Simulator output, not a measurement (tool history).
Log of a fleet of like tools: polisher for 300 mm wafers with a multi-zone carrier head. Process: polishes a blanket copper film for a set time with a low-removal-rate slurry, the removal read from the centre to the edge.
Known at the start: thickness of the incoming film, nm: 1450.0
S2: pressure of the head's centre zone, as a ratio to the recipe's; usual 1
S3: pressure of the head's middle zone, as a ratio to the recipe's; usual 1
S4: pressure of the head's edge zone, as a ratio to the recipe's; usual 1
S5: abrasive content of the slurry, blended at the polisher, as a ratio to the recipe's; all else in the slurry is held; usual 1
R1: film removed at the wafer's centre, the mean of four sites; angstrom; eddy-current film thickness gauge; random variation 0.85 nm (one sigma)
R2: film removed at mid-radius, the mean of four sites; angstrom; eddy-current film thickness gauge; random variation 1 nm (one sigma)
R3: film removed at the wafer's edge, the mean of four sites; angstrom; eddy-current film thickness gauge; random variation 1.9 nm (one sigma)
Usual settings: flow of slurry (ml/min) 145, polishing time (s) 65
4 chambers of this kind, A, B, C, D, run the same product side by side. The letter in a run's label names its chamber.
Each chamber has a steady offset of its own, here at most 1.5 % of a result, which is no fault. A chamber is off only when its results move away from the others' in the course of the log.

run 1A day=0.383 | flow_of_slurry_(ml/min)=145 S2=1 S3=1 S4=1 S5=1 polishing_time_(s)=65 | R1=1265.7 R2=1283.8 R3=1297.3
run 2B day=0.888 | flow_of_slurry_(ml/min)=145 S2=1 S3=1 S4=1 S5=1 polishing_time_(s)=65 | R1=1299.8 R2=1306.4 R3=1326.5
run 3D day=1.412 | flow_of_slurry_(ml/min)=145 S2=1 S3=1 S4=1 S5=1 polishing_time_(s)=65 | R1=1283.5 R2=1288.4 R3=1314.5
run 4C day=1.892 | flow_of_slurry_(ml/min)=145 S2=1 S3=1 S4=1 S5=1 polishing_time_(s)=65 | R1=1290.9 R2=1304 R3=1266.3
run 5C day=2.408 | flow_of_slurry_(ml/min)=145 S2=1 S3=1.12 S4=1 S5=0.75 polishing_time_(s)=65 | R1=1219.4 R2=1372.4 R3=1192
run 6B day=2.717 | flow_of_slurry_(ml/min)=145 S2=1 S3=1.12 S4=1 S5=0.75 polishing_time_(s)=65 | R1=1224.6 R2=1360.6 R3=1245
-- day=2.992 chamber C: worn pad replaced by a new one
-- day=3.133 chamber A: worn pad replaced by a new one
run 7A day=3.333 | flow_of_slurry_(ml/min)=145 S2=1 S3=1.12 S4=1 S5=0.75 polishing_time_(s)=65 | R1=1229.6 R2=1374 R3=1233.9
run 8D day=3.75 | flow_of_slurry_(ml/min)=145 S2=1 S3=1.12 S4=1 S5=0.75 polishing_time_(s)=65 | R1=1226.3 R2=1359.7 R3=1220.2
-- day=4.15 chamber B: worn pad replaced by a new one
run 9B day=4.154 | flow_of_slurry_(ml/min)=145 S2=1 S3=1 S4=1 S5=1 polishing_time_(s)=65 | R1=1303.5 R2=1302.9 R3=1304.6
run 10D day=4.558 | flow_of_slurry_(ml/min)=145 S2=1 S3=1 S4=1 S5=1 polishing_time_(s)=65 | R1=1286.9 R2=1294.3 R3=1266.9
run 11A day=5.171 | flow_of_slurry_(ml/min)=145 S2=1 S3=1 S4=1 S5=1 polishing_time_(s)=65 | R1=1280.5 R2=1299.3 R3=1296.6
run 12C day=5.625 | flow_of_slurry_(ml/min)=145 S2=1 S3=1 S4=1 S5=1 polishing_time_(s)=65 | R1=1274.5 R2=1285.2 R3=1290.7
run 13B day=6.183 | flow_of_slurry_(ml/min)=145 S2=1 S3=1 S4=1 S5=1 polishing_time_(s)=65 | R1=1301.8 R2=1307.3 R3=1277.1
run 14A day=6.7 | flow_of_slurry_(ml/min)=145 S2=1 S3=1 S4=1 S5=1 polishing_time_(s)=65 | R1=1298 R2=1291.6 R3=1310.4
-- day=6.779 chamber C: slurry nozzle cleaned
run 15D day=7 | flow_of_slurry_(ml/min)=145 S2=1 S3=1 S4=1 S5=1 polishing_time_(s)=65 | R1=1247.2 R2=1264 R3=1286.7
-- day=7.192 chamber A: centre zone pressure recalibrated
run 16C day=7.604 | flow_of_slurry_(ml/min)=145 S2=1 S3=1 S4=1 S5=1 polishing_time_(s)=65 | R1=1305.6 R2=1313.6 R3=1257
-- day=8.175 chamber A: slurry nozzle cleaned
run 17B day=8.196 | flow_of_slurry_(ml/min)=145 S2=1 S3=1 S4=1 S5=1 polishing_time_(s)=65 | R1=1298.5 R2=1298.6 R3=1317.8
run 18C day=8.571 | flow_of_slurry_(ml/min)=145 S2=1 S3=1 S4=1 S5=1 polishing_time_(s)=65 | R1=1296.8 R2=1295.5 R3=1274.4
run 19A day=9.054 | flow_of_slurry_(ml/min)=145 S2=1 S3=1 S4=1 S5=1 polishing_time_(s)=65 | R1=1279.9 R2=1269.6 R3=1289.5
-- day=9.217 chamber B: worn pad replaced by a new one
-- day=9.221 chamber B: slurry nozzle cleaned
-- day=9.329 chamber A: worn pad replaced by a new one
run 20D day=9.333 | flow_of_slurry_(ml/min)=145 S2=1 S3=1 S4=1 S5=1 polishing_time_(s)=65 | R1=1238.7 R2=1236 R3=1233.9
run 21C day=9.688 | flow_of_slurry_(ml/min)=145 S2=1 S3=1 S4=1 S5=1 polishing_time_(s)=65 | R1=1297 R2=1300.4 R3=1279.2
run 22D day=10.204 | flow_of_slurry_(ml/min)=145 S2=1 S3=1 S4=1 S5=1 polishing_time_(s)=65 | R1=1240.9 R2=1224.7 R3=1221.8
-- day=10.233 chamber C: worn pad replaced by a new one
run 23A day=10.5 | flow_of_slurry_(ml/min)=145 S2=1 S3=1.12 S4=1 S5=1 polishing_time_(s)=78 | R1=1572.1 R2=1757.5 R3=1543.6
run 24B day=11.042 | flow_of_slurry_(ml/min)=145 S2=1 S3=1.12 S4=1 S5=1 polishing_time_(s)=78 | R1=1564.2 R2=1729.5 R3=1541.9
run 25D day=11.567 | flow_of_slurry_(ml/min)=145 S2=1 S3=1.12 S4=1 S5=1 polishing_time_(s)=78 | R1=1461.9 R2=1624.6 R3=1464.5
-- day=11.858 chamber C: centre zone pressure recalibrated
run 26B day=12.017 | flow_of_slurry_(ml/min)=145 S2=1 S3=1.12 S4=1 S5=1 polishing_time_(s)=78 | R1=1541.6 R2=1745.9 R3=1530.4
run 27A day=12.646 | flow_of_slurry_(ml/min)=145 S2=1 S3=1 S4=1 S5=1 polishing_time_(s)=65 | R1=1291.6 R2=1306.3 R3=1309.8
run 28C day=13.242 | flow_of_slurry_(ml/min)=145 S2=1 S3=1 S4=1 S5=1 polishing_time_(s)=65 | R1=1289.9 R2=1295.2 R3=1252.5
run 29A day=13.746 | flow_of_slurry_(ml/min)=145 S2=1 S3=1 S4=1 S5=1 polishing_time_(s)=65 | R1=1283 R2=1293.9 R3=1297.6
run 30D day=14.15 | flow_of_slurry_(ml/min)=145 S2=1 S3=1 S4=1 S5=1 polishing_time_(s)=65 | R1=1198.6 R2=1191.2 R3=1197.1
run 31C day=14.483 | flow_of_slurry_(ml/min)=145 S2=1 S3=1 S4=1 S5=1 polishing_time_(s)=65 | R1=1303.7 R2=1309.1 R3=1248.3
-- day=14.917 chamber B: worn pad replaced by a new one
run 32B day=15.054 | flow_of_slurry_(ml/min)=145 S2=1 S3=1 S4=1 S5=1 polishing_time_(s)=65 | R1=1296.7 R2=1306.4 R3=1264.1
run 33D day=15.483 | flow_of_slurry_(ml/min)=145 S2=1 S3=1 S4=1 S5=1 polishing_time_(s)=65 | R1=1172.4 R2=1190.8 R3=1196.3
run 34B day=15.917 | flow_of_slurry_(ml/min)=145 S2=1 S3=1 S4=1 S5=1 polishing_time_(s)=65 | R1=1302.6 R2=1281.2 R3=1303.4

Next, every chamber runs the same settings. What will each give?
run 35A day=16.371 | flow_of_slurry_(ml/min)=120 S2=1 S3=1 S4=1 S5=1 polishing_time_(s)=65 | R1=? R2=? R3=?
run 35B day=16.371 | flow_of_slurry_(ml/min)=120 S2=1 S3=1 S4=1 S5=1 polishing_time_(s)=65 | R1=? R2=? R3=?
run 35C day=16.371 | flow_of_slurry_(ml/min)=120 S2=1 S3=1 S4=1 S5=1 polishing_time_(s)=65 | R1=? R2=? R3=?
run 35D day=16.371 | flow_of_slurry_(ml/min)=120 S2=1 S3=1 S4=1 S5=1 polishing_time_(s)=65 | R1=? R2=? R3=?

run=35A R1=1222.8 R2=1238.8 R3=1255.4
run=35B R1=1238.9 R2=1265.7 R3=1281.4
run=35C R1=1218.7 R2=1256.5 R3=1234.4
run=35D R1=1117.5 R2=1128.5 R3=1163.8
